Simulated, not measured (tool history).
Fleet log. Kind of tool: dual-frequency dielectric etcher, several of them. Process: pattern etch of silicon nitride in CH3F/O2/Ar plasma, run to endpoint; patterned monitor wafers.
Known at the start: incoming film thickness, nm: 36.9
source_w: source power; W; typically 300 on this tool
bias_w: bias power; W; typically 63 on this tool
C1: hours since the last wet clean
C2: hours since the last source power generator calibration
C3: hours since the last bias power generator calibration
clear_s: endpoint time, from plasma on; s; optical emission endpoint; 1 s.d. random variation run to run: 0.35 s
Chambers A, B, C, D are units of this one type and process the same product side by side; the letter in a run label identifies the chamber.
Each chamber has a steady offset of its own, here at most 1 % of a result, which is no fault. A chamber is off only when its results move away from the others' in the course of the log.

run 1D hour=10.4 | source_w=300 bias_w=63 | C1=374.8 C2=3020.3 C3=2690.8 | clear_s=62.395
-- hour=14.6 chamber D: source power generator calibrated
run 2B hour=21.4 | source_w=300 bias_w=63 | C1=328.1 C2=43 C3=1174.8 | clear_s=62.671
run 3A hour=26.4 | source_w=300 bias_w=63 | C1=509.1 C2=2393.2 C3=1362.9 | clear_s=62.27
run 4C hour=34.8 | source_w=300 bias_w=63 | C1=388.7 C2=2783.9 C3=236.2 | clear_s=62.772
run 5B hour=40.5 | source_w=300 bias_w=63 | C1=347.2 C2=62.1 C3=1193.9 | clear_s=63.081
-- hour=44.2 chamber A: wet clean of the chamber
run 6D hour=50.3 | source_w=300 bias_w=63 | C1=414.7 C2=35.8 C3=2730.7 | clear_s=62.225
run 7A hour=56.2 | source_w=300 bias_w=63 | C1=12.1 C2=2423 C3=1392.7 | clear_s=62.214
run 8C hour=66.5 | source_w=300 bias_w=63 | C1=420.4 C2=2815.6 C3=267.9 | clear_s=62.99
run 9A hour=76.9 | source_w=340 bias_w=56 | C1=32.8 C2=2443.7 C3=1413.4 | clear_s=62.108
run 10B hour=82.4 | source_w=340 bias_w=56 | C1=389.1 C2=104 C3=1235.8 | clear_s=62.143
run 11C hour=91.1 | source_w=340 bias_w=56 | C1=445 C2=2840.2 C3=292.5 | clear_s=62.696
run 12D hour=96.7 | source_w=340 bias_w=56 | C1=461.1 C2=82.2 C3=2777.1 | clear_s=62.083
run 13A hour=102.4 | source_w=300 bias_w=63 | C1=58.3 C2=2469.2 C3=1438.9 | clear_s=62.528
run 14D hour=108.1 | source_w=300 bias_w=63 | C1=472.5 C2=93.6 C3=2788.5 | clear_s=62.635
-- hour=111.2 chamber C: wet clean of the chamber
run 15C hour=118.9 | source_w=300 bias_w=63 | C1=7.8 C2=2868 C3=320.3 | clear_s=59.981
-- hour=125.1 chamber D: wet clean of the chamber
run 16B hour=128.4 | source_w=300 bias_w=63 | C1=435.1 C2=150 C3=1281.8 | clear_s=62.684
run 17B hour=134.3 | source_w=340 bias_w=63 | C1=441 C2=155.9 C3=1287.7 | clear_s=60.087
run 18D hour=143.8 | source_w=340 bias_w=63 | C1=18.8 C2=129.3 C3=2824.2 | clear_s=59.686
run 19A hour=153.1 | source_w=340 bias_w=63 | C1=109 C2=2519.9 C3=1489.6 | clear_s=59.44
run 20C hour=163.7 | source_w=340 bias_w=63 | C1=52.6 C2=2912.8 C3=365.1 | clear_s=56.959
run 21A hour=174.6 | source_w=300 bias_w=63 | C1=130.5 C2=2541.4 C3=1511.1 | clear_s=62.349
run 22C hour=183.2 | source_w=300 bias_w=63 | C1=72.1 C2=2932.3 C3=384.6 | clear_s=60.254
-- hour=186.5 chamber D: bias power generator calibrated
run 23B hour=188 | source_w=300 bias_w=63 | C1=494.7 C2=209.6 C3=1341.4 | clear_s=62.782
run 24D hour=196.3 | source_w=350 bias_w=63 | C1=71.3 C2=181.8 C3=9.9 | clear_s=58.336
run 25A hour=201.4 | source_w=350 bias_w=63 | C1=157.3 C2=2568.2 C3=1537.9 | clear_s=58.903
run 26B hour=208.6 | source_w=350 bias_w=63 | C1=515.3 C2=230.2 C3=1362 | clear_s=59.273
run 27C hour=213.7 | source_w=350 bias_w=63 | C1=102.6 C2=2962.8 C3=415.1 | clear_s=57.047

For the next run the whole fleet of 4 chambers uses the same settings. Give each chamber's results:
run 28A hour=221.6 | source_w=300 bias_w=63 | clear_s=?
run 28B hour=221.6 | source_w=300 bias_w=63 | clear_s=?
run 28C hour=221.6 | source_w=300 bias_w=63 | clear_s=?
run 28D hour=221.6 | source_w=300 bias_w=63 | clear_s=?

run=28A clear_s=62.072
run=28B clear_s=62.988
run=28C clear_s=59.415
run=28D clear_s=61.937

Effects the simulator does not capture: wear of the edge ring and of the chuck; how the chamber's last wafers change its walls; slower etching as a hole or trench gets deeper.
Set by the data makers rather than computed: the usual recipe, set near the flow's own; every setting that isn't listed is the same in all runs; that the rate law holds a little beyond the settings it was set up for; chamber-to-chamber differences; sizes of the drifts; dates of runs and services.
